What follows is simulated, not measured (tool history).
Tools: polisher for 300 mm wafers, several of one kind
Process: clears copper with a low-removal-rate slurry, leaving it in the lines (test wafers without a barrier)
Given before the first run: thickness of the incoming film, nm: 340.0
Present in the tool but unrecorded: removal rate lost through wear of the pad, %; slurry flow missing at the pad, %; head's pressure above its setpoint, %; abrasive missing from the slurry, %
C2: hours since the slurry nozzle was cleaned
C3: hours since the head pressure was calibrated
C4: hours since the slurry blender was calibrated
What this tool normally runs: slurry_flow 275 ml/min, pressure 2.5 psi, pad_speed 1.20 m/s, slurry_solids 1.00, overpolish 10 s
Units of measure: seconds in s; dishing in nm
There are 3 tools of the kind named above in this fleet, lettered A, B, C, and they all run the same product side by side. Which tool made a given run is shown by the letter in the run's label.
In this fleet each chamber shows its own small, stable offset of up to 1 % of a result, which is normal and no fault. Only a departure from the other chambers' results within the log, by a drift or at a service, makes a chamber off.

{"run": "1C", "hour": 14.5, "slurry_flow": 275, "pressure": 2.5, "pad_speed": 1.2, "slurry_solids": 1.0, "overpolish": 10, "wafers polished on this pad": 505, "C2": 220.3, "C3": 51.6, "C4": 85.6, "seconds": 111.49, "dishing": 20.273}
{"run": "2B", "hour": 20.9, "slurry_flow": 275, "pressure": 2.5, "pad_speed": 1.2, "slurry_solids": 1.0, "overpolish": 10, "wafers polished on this pad": 697, "C2": 152.3, "C3": 645.4, "C4": 62.4, "seconds": 109.34, "dishing": 20.98}
{"run": "3A", "hour": 29.4, "slurry_flow": 275, "pressure": 2.5, "pad_speed": 1.2, "slurry_solids": 1.0, "overpolish": 10, "wafers polished on this pad": 1010, "C2": 363.4, "C3": 52.4, "C4": 231.4, "seconds": 110.26, "dishing": 20.178}
{"hour": 34.3, "done": "chamber B: worn pad replaced by a new one"}
{"run": "4A", "hour": 35.7, "slurry_flow": 275, "pressure": 2.5, "pad_speed": 1.2, "slurry_solids": 1.0, "overpolish": 10, "wafers polished on this pad": 1066, "C2": 369.7, "C3": 58.7, "C4": 237.7, "seconds": 110.29, "dishing": 20.609}
{"run": "5B", "hour": 45.2, "slurry_flow": 275, "pressure": 2.5, "pad_speed": 1.2, "slurry_solids": 1.0, "overpolish": 10, "wafers polished on this pad": 96, "C2": 176.6, "C3": 669.7, "C4": 86.7, "seconds": 110.95, "dishing": 21.036}
{"run": "6C", "hour": 58.4, "slurry_flow": 275, "pressure": 2.5, "pad_speed": 1.2, "slurry_solids": 1.0, "overpolish": 10, "wafers polished on this pad": 891, "C2": 264.2, "C3": 95.5, "C4": 129.5, "seconds": 110.68, "dishing": 20.564}
{"run": "7C", "hour": 65.4, "slurry_flow": 275, "pressure": 2.5, "pad_speed": 1.2, "slurry_solids": 1.0, "overpolish": 10, "wafers polished on this pad": 953, "C2": 271.2, "C3": 102.5, "C4": 136.5, "seconds": 109.58, "dishing": 19.819}
{"hour": 71.9, "done": "chamber C: worn pad replaced by a new one"}
{"hour": 72.7, "done": "chamber A: worn pad replaced by a new one"}
{"run": "8B", "hour": 74.8, "slurry_flow": 275, "pressure": 2.5, "pad_speed": 1.2, "slurry_solids": 1.0, "overpolish": 10, "wafers polished on this pad": 357, "C2": 206.2, "C3": 699.3, "C4": 116.3, "seconds": 110.63, "dishing": 20.918}
{"hour": 78.5, "done": "chamber B: slurry blender recalibrated"}
{"hour": 79.5, "done": "chamber C: slurry nozzle cleaned"}
{"run": "9A", "hour": 87.5, "slurry_flow": 275, "pressure": 2.5, "pad_speed": 1.2, "slurry_solids": 1.0, "overpolish": 10, "wafers polished on this pad": 130, "C2": 421.5, "C3": 110.5, "C4": 289.5, "seconds": 110.8, "dishing": 20.812}
{"run": "10A", "hour": 101.2, "slurry_flow": 275, "pressure": 2.5, "pad_speed": 1.2, "slurry_solids": 1.0, "overpolish": 10, "wafers polished on this pad": 251, "C2": 435.2, "C3": 124.2, "C4": 303.2, "seconds": 109.53, "dishing": 19.811}
{"hour": 107.4, "done": "chamber C: slurry blender recalibrated"}
{"run": "11B", "hour": 110.9, "slurry_flow": 275, "pressure": 2.5, "pad_speed": 1.2, "slurry_solids": 1.0, "overpolish": 10, "wafers polished on this pad": 675, "C2": 242.3, "C3": 735.4, "C4": 32.4, "seconds": 111.97, "dishing": 20.197}
{"hour": 121.4, "done": "chamber A: slurry blender recalibrated"}
{"run": "12C", "hour": 125.2, "slurry_flow": 275, "pressure": 2.5, "pad_speed": 1.2, "slurry_solids": 1.0, "overpolish": 10, "wafers polished on this pad": 469, "C2": 45.8, "C3": 162.3, "C4": 17.9, "seconds": 112.06, "dishing": 19.994}
{"run": "13A", "hour": 132.2, "slurry_flow": 275, "pressure": 2.5, "pad_speed": 1.2, "slurry_solids": 1.0, "overpolish": 10, "wafers polished on this pad": 524, "C2": 466.2, "C3": 155.2, "C4": 10.8, "seconds": 111.39, "dishing": 19.539}
{"hour": 139.3, "done": "chamber B: worn pad replaced by a new one"}
{"run": "14B", "hour": 142.2, "slurry_flow": 275, "pressure": 2.5, "pad_speed": 1.2, "slurry_solids": 1.0, "overpolish": 10, "wafers polished on this pad": 25, "C2": 273.6, "C3": 766.7, "C4": 63.7, "seconds": 111.01, "dishing": 20.709}
{"run": "15C", "hour": 154.4, "slurry_flow": 225, "pressure": 2.5, "pad_speed": 1.2, "slurry_solids": 1.25, "overpolish": 10, "wafers polished on this pad": 727, "C2": 75.0, "C3": 191.5, "C4": 47.1, "seconds": 107.99, "dishing": 21.029}
{"run": "16C", "hour": 167.0, "slurry_flow": 225, "pressure": 2.5, "pad_speed": 1.2, "slurry_solids": 1.25, "overpolish": 10, "wafers polished on this pad": 838, "C2": 87.6, "C3": 204.1, "C4": 59.7, "seconds": 105.96, "dishing": 20.827}
{"hour": 174.6, "done": "chamber B: slurry blender recalibrated"}
{"run": "17B", "hour": 175.2, "slurry_flow": 225, "pressure": 2.5, "pad_speed": 1.2, "slurry_solids": 1.25, "overpolish": 10, "wafers polished on this pad": 316, "C2": 306.6, "C3": 799.7, "C4": 0.7, "seconds": 106.74, "dishing": 21.48}
{"run": "18A", "hour": 186.9, "slurry_flow": 275, "pressure": 2.5, "pad_speed": 1.2, "slurry_solids": 1.0, "overpolish": 10, "wafers polished on this pad": 1006, "C2": 520.9, "C3": 209.9, "C4": 65.5, "seconds": 109.69, "dishing": 19.856}
{"hour": 194.5, "done": "chamber C: worn pad replaced by a new one"}
{"run": "19B", "hour": 198.4, "slurry_flow": 275, "pressure": 2.5, "pad_speed": 1.38, "slurry_solids": 1.0, "overpolish": 14, "wafers polished on this pad": 520, "C2": 329.8, "C3": 822.9, "C4": 23.9, "seconds": 97.491, "dishing": 29.262}
{"run": "20C", "hour": 205.7, "slurry_flow": 275, "pressure": 2.5, "pad_speed": 1.38, "slurry_solids": 1.0, "overpolish": 14, "wafers polished on this pad": 99, "C2": 126.3, "C3": 242.8, "C4": 98.4, "seconds": 93.975, "dishing": 29.385}
{"run": "21A", "hour": 215.2, "slurry_flow": 275, "pressure": 2.5, "pad_speed": 1.38, "slurry_solids": 1.0, "overpolish": 14, "wafers polished on this pad": 1255, "C2": 549.2, "C3": 238.2, "C4": 93.8, "seconds": 97.144, "dishing": 29.659}
{"hour": 226.7, "done": "chamber B: worn pad replaced by a new one"}
{"run": "22C", "hour": 229.4, "slurry_flow": 275, "pressure": 2.5, "pad_speed": 1.2, "slurry_solids": 1.0, "overpolish": 10, "wafers polished on this pad": 307, "C2": 150.0, "C3": 266.5, "C4": 122.1, "seconds": 110.62, "dishing": 20.715}
{"hour": 238.1, "done": "chamber A: worn pad replaced by a new one"}
{"run": "23A", "hour": 243.1, "slurry_flow": 275, "pressure": 2.5, "pad_speed": 1.2, "slurry_solids": 1.0, "overpolish": 10, "wafers polished on this pad": 44, "C2": 577.1, "C3": 266.1, "C4": 121.7, "seconds": 111.81, "dishing": 20.676}
{"hour": 244.1, "done": "chamber C: slurry blender recalibrated"}
{"run": "24B", "hour": 252.2, "slurry_flow": 275, "pressure": 2.5, "pad_speed": 1.2, "slurry_solids": 1.0, "overpolish": 10, "wafers polished on this pad": 224, "C2": 383.6, "C3": 876.7, "C4": 77.7, "seconds": 109.85, "dishing": 20.53}
{"run": "25C", "hour": 265.8, "slurry_flow": 275, "pressure": 2.5, "pad_speed": 1.2, "slurry_solids": 1.0, "overpolish": 10, "wafers polished on this pad": 628, "C2": 186.4, "C3": 302.9, "C4": 21.8, "seconds": 110.98, "dishing": 20.503}
{"run": "26B", "hour": 275.6, "slurry_flow": 275, "pressure": 2.5, "pad_speed": 1.2, "slurry_solids": 1.0, "overpolish": 10, "wafers polished on this pad": 430, "C2": 407.0, "C3": 900.1, "C4": 101.1, "seconds": 112.11, "dishing": 20.37}
{"hour": 286.9, "done": "chamber A: slurry nozzle cleaned"}
{"hour": 288.5, "done": "chamber B: slurry blender recalibrated"}
{"run": "27A", "hour": 288.5, "slurry_flow": 275, "pressure": 2.5, "pad_speed": 1.2, "slurry_solids": 1.0, "overpolish": 10, "wafers polished on this pad": 443, "C2": 1.7, "C3": 311.5, "C4": 167.1, "seconds": 111.55, "dishing": 20.372}
{"run": "28A", "hour": 295.3, "slurry_flow": 275, "pressure": 2.5, "pad_speed": 1.2, "slurry_solids": 1.0, "overpolish": 10, "wafers polished on this pad": 503, "C2": 8.5, "C3": 318.3, "C4": 173.9, "seconds": 110.86, "dishing": 20.789}
{"run": "29B", "hour": 308.1, "slurry_flow": 275, "pressure": 2.5, "pad_speed": 1.2, "slurry_solids": 1.0, "overpolish": 10, "wafers polished on this pad": 716, "C2": 439.5, "C3": 932.6, "C4": 19.7, "seconds": 111.99, "dishing": 20.169}
{"run": "30C", "hour": 317.0, "slurry_flow": 275, "pressure": 2.5, "pad_speed": 1.2, "slurry_solids": 1.0, "overpolish": 10, "wafers polished on this pad": 1079, "C2": 237.6, "C3": 354.1, "C4": 73.0, "seconds": 111.55, "dishing": 19.999}
{"hour": 319.8, "done": "chamber B: worn pad replaced by a new one"}
{"hour": 327.0, "done": "chamber C: worn pad replaced by a new one"}
{"run": "31B", "hour": 330.8, "slurry_flow": 275, "pressure": 2.5, "pad_speed": 1.2, "slurry_solids": 1.0, "overpolish": 10, "wafers polished on this pad": 97, "C2": 462.2, "C3": 955.3, "C4": 42.4, "seconds": 109.88, "dishing": 20.156}
{"run": "32A", "hour": 341.4, "slurry_flow": 275, "pressure": 2.5, "pad_speed": 1.2, "slurry_solids": 1.0, "overpolish": 10, "wafers polished on this pad": 909, "C2": 54.6, "C3": 364.4, "C4": 220.0, "seconds": 110.75, "dishing": 20.27}
{"run": "33C", "hour": 353.3, "slurry_flow": 275, "pressure": 2.5, "pad_speed": 1.2, "slurry_solids": 1.0, "overpolish": 10, "wafers polished on this pad": 232, "C2": 273.9, "C3": 390.4, "C4": 109.3, "seconds": 110.13, "dishing": 20.568}
{"run": "34A", "hour": 359.8, "slurry_flow": 275, "pressure": 2.5, "pad_speed": 1.2, "slurry_solids": 1.0, "overpolish": 10, "wafers polished on this pad": 1071, "C2": 73.0, "C3": 382.8, "C4": 238.4, "seconds": 111.6, "dishing": 20.04}
{"run": "35B", "hour": 366.2, "slurry_flow": 275, "pressure": 2.5, "pad_speed": 1.2, "slurry_solids": 1.0, "overpolish": 10, "wafers polished on this pad": 409, "C2": 497.6, "C3": 990.7, "C4": 77.8, "seconds": 111.04, "dishing": 20.277}
{"hour": 366.3, "done": "chamber C: slurry nozzle cleaned"}
{"run": "36C", "hour": 380.3, "slurry_flow": 275, "pressure": 2.5, "pad_speed": 1.2, "slurry_solids": 1.0, "overpolish": 10, "wafers polished on this pad": 469, "C2": 14.0, "C3": 417.4, "C4": 136.3, "seconds": 111.0, "dishing": 20.582}
{"run": "37C", "hour": 389.2, "slurry_flow": 275, "pressure": 2.5, "pad_speed": 1.2, "slurry_solids": 1.0, "overpolish": 10, "wafers polished on this pad": 548, "C2": 22.9, "C3": 426.3, "C4": 145.2, "seconds": 110.18, "dishing": 19.812}
{"hour": 389.9, "done": "chamber A: worn pad replaced by a new one"}
{"hour": 399.2, "done": "chamber C: slurry blender recalibrated"}
{"hour": 400.6, "done": "chamber B: worn pad replaced by a new one"}
{"run": "38A", "hour": 402.2, "slurry_flow": 275, "pressure": 2.5, "pad_speed": 1.2, "slurry_solids": 1.0, "overpolish": 10, "wafers polished on this pad": 108, "C2": 115.4, "C3": 425.2, "C4": 280.8, "seconds": 112.22, "dishing": 20.695}
{"hour": 410.3, "done": "chamber A: slurry blender recalibrated"}
{"hour": 412.1, "done": "chamber B: slurry blender recalibrated"}
{"run": "39B", "hour": 415.7, "slurry_flow": 275, "pressure": 2.5, "pad_speed": 1.2, "slurry_solids": 1.0, "overpolish": 10, "wafers polished on this pad": 133, "C2": 547.1, "C3": 1040.2, "C4": 3.7, "seconds": 110.74, "dishing": 20.548}
{"run": "40A", "hour": 425.8, "slurry_flow": 275, "pressure": 2.5, "pad_speed": 1.2, "slurry_solids": 1.0, "overpolish": 10, "wafers polished on this pad": 316, "C2": 139.0, "C3": 448.8, "C4": 15.6, "seconds": 112.07, "dishing": 20.828}
{"run": "41B", "hour": 437.2, "slurry_flow": 275, "pressure": 2.5, "pad_speed": 1.2, "slurry_solids": 1.0, "overpolish": 10, "wafers polished on this pad": 322, "C2": 568.6, "C3": 1061.7, "C4": 25.2, "seconds": 109.58, "dishing": 20.241}
{"hour": 443.2, "done": "chamber C: worn pad replaced by a new one"}
{"run": "42C", "hour": 450.1, "slurry_flow": 275, "pressure": 2.5, "pad_speed": 1.2, "slurry_solids": 1.0, "overpolish": 10, "wafers polished on this pad": 60, "C2": 83.8, "C3": 487.2, "C4": 51.0, "seconds": 110.88, "dishing": 20.614}
{"run": "43B", "hour": 459.3, "slurry_flow": 275, "pressure": 2.5, "pad_speed": 1.2, "slurry_solids": 1.0, "overpolish": 10, "wafers polished on this pad": 517, "C2": 590.7, "C3": 1083.8, "C4": 47.3, "seconds": 112.69, "dishing": 20.261}

Decide between three cases: one chamber stands off from its peers, the gauge reading all wafers drifts, or nothing is wrong past each chamber's small offset. Where a chamber is off, say which and what most likely put it there.

No chamber is off and the gauge is stable; the differences are just each chamber's small, constant offset.
